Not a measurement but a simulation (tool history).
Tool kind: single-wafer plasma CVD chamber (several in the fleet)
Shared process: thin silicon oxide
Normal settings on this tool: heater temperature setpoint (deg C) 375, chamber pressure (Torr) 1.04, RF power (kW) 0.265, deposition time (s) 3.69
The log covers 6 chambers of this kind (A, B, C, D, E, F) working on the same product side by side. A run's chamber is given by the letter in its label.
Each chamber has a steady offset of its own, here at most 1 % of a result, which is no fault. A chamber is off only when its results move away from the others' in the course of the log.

run	hour	heater temperature setpoint (deg C)	chamber pressure (Torr)	RF power (kW)	deposition time (s)	read-back reference wafer on the same gauge, thickness_nm	mean film thickness on the monitor wafer (nm)
1B	10.6	375	1.04	0.265	3.69	9.5086	8.0683
2E	21	375	1.04	0.265	3.69	9.5111	8.1347
3C	26.4	375	1.04	0.265	3.69	9.5066	8.0959
4D	36.1	375	1.04	0.265	3.69	9.5085	8.0866
5A	43.3	375	1.04	0.265	3.69	9.5049	8.0036
6F	54.2	375	1.04	0.265	3.69	9.5046	8.1213
7A	63.4	375	1.04	0.265	3.69	9.5028	8.0245
8F	72.1	375	1.04	0.265	3.69	9.5	8.1192
9C	81.7	375	1.04	0.265	3.69	9.4998	8.0754
10E	86.9	375	1.04	0.265	3.69	9.4992	8.1283
11D	92.5	375	1.04	0.265	3.69	9.4968	8.0703
12B	98.1	375	1.04	0.265	4.21	9.4996	9.1701
13E	104.8	375	1.04	0.265	4.21	9.4947	9.2807
14F	114.8	375	1.04	0.265	4.21	9.4966	9.2556
15A	124.5	375	1.04	0.265	4.21	9.4931	9.1484
16C	133.7	375	1.04	0.265	4.21	9.4945	9.2098
17B	144.6	375	1.04	0.265	4.21	9.4937	9.1705
18D	152.6	375	1.04	0.31	3.69	9.4927	8.6504
19C	159.1	375	1.04	0.31	3.69	9.4895	8.6304
20B	164.6	375	1.04	0.31	3.69	9.4891	8.58
21E	170.7	375	1.04	0.31	3.69	9.4862	8.6656
22F	176.1	375	1.04	0.31	3.69	9.4853	8.6733
23A	184.9	375	1.04	0.31	3.69	9.4872	8.5304
24D	193.4	375	1.04	0.265	3.69	9.4843	8.092
25E	202.7	375	1.04	0.265	3.69	9.4838	8.1097
26C	213.1	375	1.04	0.265	3.69	9.4824	8.0632
27D	223.8	375	1.04	0.265	3.69	9.4806	8.0642
28F	234.6	375	1.04	0.265	3.69	9.4788	8.1063
29A	245.5	375	1.04	0.265	3.69	9.4825	8.0067
30B	256.2	375	1.04	0.265	3.69	9.4762	8.0378
31B	265.2	375	1.04	0.265	3.69	9.4754	8.0425
32E	275.5	375	1.04	0.265	3.69	9.4769	8.1257
33C	282.4	375	1.04	0.265	3.69	9.4741	8.0532
# hour 284.4: chamber C: RF generator calibrated
34D	291.5	375	1.04	0.265	3.69	9.4705	8.0882
35F	297.6	375	1.04	0.265	3.69	9.4719	8.0955
36A	305	388	0.8	0.265	3.69	9.4723	6.4207
37F	310.5	388	0.8	0.265	3.69	9.4733	6.494
38B	316.6	388	0.8	0.265	3.69	9.4721	6.409
39C	321.5	388	0.8	0.265	3.69	9.4675	6.4403
40D	327.6	388	0.8	0.265	3.69	9.4671	6.4761
41E	335	388	0.8	0.265	3.69	9.4689	6.5051
42A	344.5	375	1.04	0.265	3.69	9.4639	8.0009
43C	350.9	375	1.04	0.265	3.69	9.4638	8.0694

Next, every chamber runs the same settings. What will each give?
44A	358.8	375	1.04	0.265	3.69		?
44B	358.8	375	1.04	0.265	3.69		?
44C	358.8	375	1.04	0.265	3.69		?
44D	358.8	375	1.04	0.265	3.69		?
44E	358.8	375	1.04	0.265	3.69		?
44F	358.8	375	1.04	0.265	3.69		?

run	mean film thickness on the monitor wafer (nm)
44A	7.984
44B	8.0159
44C	8.0556
44D	8.0637
44E	8.1074
44F	8.0905
